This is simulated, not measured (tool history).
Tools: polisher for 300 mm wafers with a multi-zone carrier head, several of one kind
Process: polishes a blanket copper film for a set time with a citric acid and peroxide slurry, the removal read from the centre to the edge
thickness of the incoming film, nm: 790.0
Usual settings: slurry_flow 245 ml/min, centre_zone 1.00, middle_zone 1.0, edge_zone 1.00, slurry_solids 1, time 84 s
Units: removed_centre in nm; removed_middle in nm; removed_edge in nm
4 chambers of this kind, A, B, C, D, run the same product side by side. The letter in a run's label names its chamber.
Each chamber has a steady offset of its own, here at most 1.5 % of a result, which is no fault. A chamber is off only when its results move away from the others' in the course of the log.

Run 1B, hour 7.1: usual settings. Result: removed_centre 122.58 nm, removed_middle 121.10 nm, removed_edge 119.41 nm.
Run 2D, hour 15.9: usual settings. Result: removed_centre 116.56 nm, removed_middle 119.55 nm, removed_edge 120.70 nm.
Run 3C, hour 24.8: usual settings. Result: removed_centre 120.93 nm, removed_middle 117.91 nm, removed_edge 120.28 nm.
Run 4A, hour 31.3: usual settings. Result: removed_centre 119.35 nm, removed_middle 120.74 nm, removed_edge 120.62 nm.
At hour 33.1: chamber D: worn pad replaced by a new one.
At hour 34.1: chamber A: worn pad replaced by a new one.
At hour 35.9: chamber C: centre zone pressure recalibrated.
Run 5D, hour 37.3: usual settings but slurry_flow 290 ml/min, centre_zone 1.11. Result: removed_centre 137.41 nm, removed_middle 122.45 nm, removed_edge 121.99 nm.
Run 6A, hour 47.0: usual settings but slurry_flow 290 ml/min, centre_zone 1.11. Result: removed_centre 137.63 nm, removed_middle 126.24 nm, removed_edge 123.22 nm.
At hour 50.8: chamber C: worn pad replaced by a new one.
At hour 55.4: chamber D: edge zone pressure recalibrated.
Run 7B, hour 55.4: usual settings but slurry_flow 290 ml/min, centre_zone 1.11. Result: removed_centre 137.97 nm, removed_middle 124.81 nm, removed_edge 121.50 nm.
Run 8C, hour 66.3: usual settings but slurry_flow 290 ml/min, centre_zone 1.11. Result: removed_centre 136.56 nm, removed_middle 120.44 nm, removed_edge 120.51 nm.
Run 9A, hour 73.5: usual settings. Result: removed_centre 121.62 nm, removed_middle 124.40 nm, removed_edge 120.18 nm.
Run 10C, hour 81.4: usual settings but middle_zone 1.1, edge_zone 0.96. Result: removed_centre 123.29 nm, removed_middle 130.77 nm, removed_edge 117.17 nm.
Run 11D, hour 88.1: usual settings but middle_zone 1.1, edge_zone 0.96. Result: removed_centre 120.29 nm, removed_middle 130.04 nm, removed_edge 119.10 nm.
Run 12B, hour 97.5: usual settings but middle_zone 1.1, edge_zone 0.96. Result: removed_centre 122.53 nm, removed_middle 131.95 nm, removed_edge 116.70 nm.
Run 13C, hour 107.7: usual settings but middle_zone 1.1, edge_zone 0.96. Result: removed_centre 121.29 nm, removed_middle 131.10 nm, removed_edge 118.35 nm.
At hour 109.8: chamber B: slurry nozzle cleaned.
Run 14A, hour 116.7: usual settings. Result: removed_centre 117.19 nm, removed_middle 121.50 nm, removed_edge 119.85 nm.
At hour 119.0: chamber D: centre zone pressure recalibrated.
Run 15B, hour 122.3: usual settings. Result: removed_centre 122.97 nm, removed_middle 121.52 nm, removed_edge 120.34 nm.
At hour 131.6: chamber A: worn pad replaced by a new one.
Run 16D, hour 131.6: usual settings. Result: removed_centre 119.98 nm, removed_middle 119.39 nm, removed_edge 118.97 nm.
Run 17B, hour 141.3: usual settings. Result: removed_centre 121.26 nm, removed_middle 122.96 nm, removed_edge 120.14 nm.
At hour 142.5: chamber D: worn pad replaced by a new one.
Run 18D, hour 152.8: usual settings. Result: removed_centre 119.63 nm, removed_middle 122.46 nm, removed_edge 119.95 nm.
Run 19A, hour 159.7: usual settings. Result: removed_centre 119.55 nm, removed_middle 121.32 nm, removed_edge 120.50 nm.
At hour 167.2: chamber B: worn pad replaced by a new one.
Run 20C, hour 170.0: usual settings. Result: removed_centre 120.70 nm, removed_middle 120.10 nm, removed_edge 120.48 nm.
Run 21D, hour 181.7: usual settings. Result: removed_centre 120.23 nm, removed_middle 122.75 nm, removed_edge 120.97 nm.
At hour 185.5: chamber C: worn pad replaced by a new one.
Run 22C, hour 189.5: usual settings. Result: removed_centre 121.80 nm, removed_middle 119.83 nm, removed_edge 120.34 nm.
Run 23A, hour 201.0: usual settings. Result: removed_centre 117.78 nm, removed_middle 118.65 nm, removed_edge 121.09 nm.
Run 24B, hour 209.5: usual settings. Result: removed_centre 118.73 nm, removed_middle 121.53 nm, removed_edge 119.72 nm.

Next, every chamber runs the same settings. What will each give?
Run 25A, hour 218.0: usual settings but time 109 s. Result: removed_centre ?, removed_middle ?, removed_edge ?.
Run 25B, hour 218.0: usual settings but time 109 s. Result: removed_centre ?, removed_middle ?, removed_edge ?.
Run 25C, hour 218.0: usual settings but time 109 s. Result: removed_centre ?, removed_middle ?, removed_edge ?.
Run 25D, hour 218.0: usual settings but time 109 s. Result: removed_centre ?, removed_middle ?, removed_edge ?.

run  removed_centre  removed_middle  removed_edge
25A          153.82          158.40        155.61
25B          157.28          157.00        157.20
25C          156.56          156.57        156.14
25D          152.27          155.35        157.73
